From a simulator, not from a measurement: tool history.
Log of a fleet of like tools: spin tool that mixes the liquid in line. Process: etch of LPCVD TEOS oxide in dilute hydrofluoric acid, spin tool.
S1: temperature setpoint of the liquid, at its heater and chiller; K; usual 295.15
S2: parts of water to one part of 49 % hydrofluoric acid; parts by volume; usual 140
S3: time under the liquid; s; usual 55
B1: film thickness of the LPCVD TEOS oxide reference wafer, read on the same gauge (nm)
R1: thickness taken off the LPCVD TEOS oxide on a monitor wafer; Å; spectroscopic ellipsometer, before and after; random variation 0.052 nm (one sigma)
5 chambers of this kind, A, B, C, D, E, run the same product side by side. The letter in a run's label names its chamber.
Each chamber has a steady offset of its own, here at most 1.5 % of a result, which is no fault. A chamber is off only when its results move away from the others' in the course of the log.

run	hour	S1	S2	S3	B1	R1
# hour 6: chamber A: hydrofluoric acid flow meter replaced
1E	7.7	295.15	140	55	140.02	58.873
2D	14.9	295.15	140	55	139.99	57.839
3B	26.8	295.15	140	55	139.98	57.713
4C	35.5	295.15	140	55	140.01	58.973
5A	44.8	295.15	180	55	140	43.377
# hour 57.1: chamber C: hydrofluoric acid flow meter replaced
6B	60.3	295.15	180	55	140	43.601
7A	71.8	295.15	180	55	139.98	43.928
8D	85.2	295.15	180	55	140.01	43.158
9C	98.8	295.15	180	55	140.02	44.02
10E	111.4	298.15	175	55	140	50.086
11E	127	298.15	175	55	140	49.748
12B	139	298.15	175	55	139.99	50.162
13C	150.7	298.15	175	55	140	51.146
# hour 151: chamber C: thermometer replaced
14A	158.1	298.15	175	55	140.01	49.92
15D	167.2	295.15	140	55	140.01	57.602
16A	176	295.15	140	55	139.97	57.588
17D	186.9	295.15	140	55	139.99	57.977
18B	196.1	295.15	140	55	140.02	57.941
19C	204.6	295.15	140	55	140	58.825
20E	216.3	295.15	140	55	139.99	58.279
21A	228	295.15	140	55	140.02	58.454
22B	237.8	295.15	180	35	140	27.505
23C	245.2	295.15	180	35	139.97	28.01
24E	255	295.15	180	35	139.99	28.121
25D	262.9	295.15	180	35	140	27.721
26A	276.5	295.15	180	35	139.98	26.917
27C	283.8	298.15	165	55	139.99	55.07
28B	292	298.15	165	55	140	53.175
29E	306	298.15	165	55	139.99	53.77
30D	312.9	298.15	165	55	140.01	54.006
31B	327.1	298.15	165	55	140.03	53.626
32E	338.3	295.15	140	55	140.01	58.503
33D	352.4	295.15	140	55	140.03	57.974
34A	366.5	295.15	140	55	139.99	55.885
35C	381.7	295.15	140	55	139.99	59.491
# hour 383: chamber B: hydrofluoric acid flow meter replaced
36D	391.4	295.15	140	55	140.01	58.613
37A	401.3	295.15	170	90	140.01	72.668
38E	412.9	295.15	170	90	140.02	77.104
39B	419.8	295.15	170	90	140.01	75.617
# hour 422.6: chamber E: hydrofluoric acid flow meter replaced
40C	434.6	295.15	170	90	140	77.329
41A	442.5	295.15	170	90	140.02	72.829
42E	452.9	295.15	140	55	139.99	59.282
43D	461.9	295.15	140	55	140	58.51

Next, every chamber runs the same settings. What will each give?
44A	473.1	295.15	140	35		?
44B	473.1	295.15	140	35		?
44C	473.1	295.15	140	35		?
44D	473.1	295.15	140	35		?
44E	473.1	295.15	140	35		?

run	R1
44A	35.409
44B	36.722
44C	37.625
44D	36.495
44E	37.782
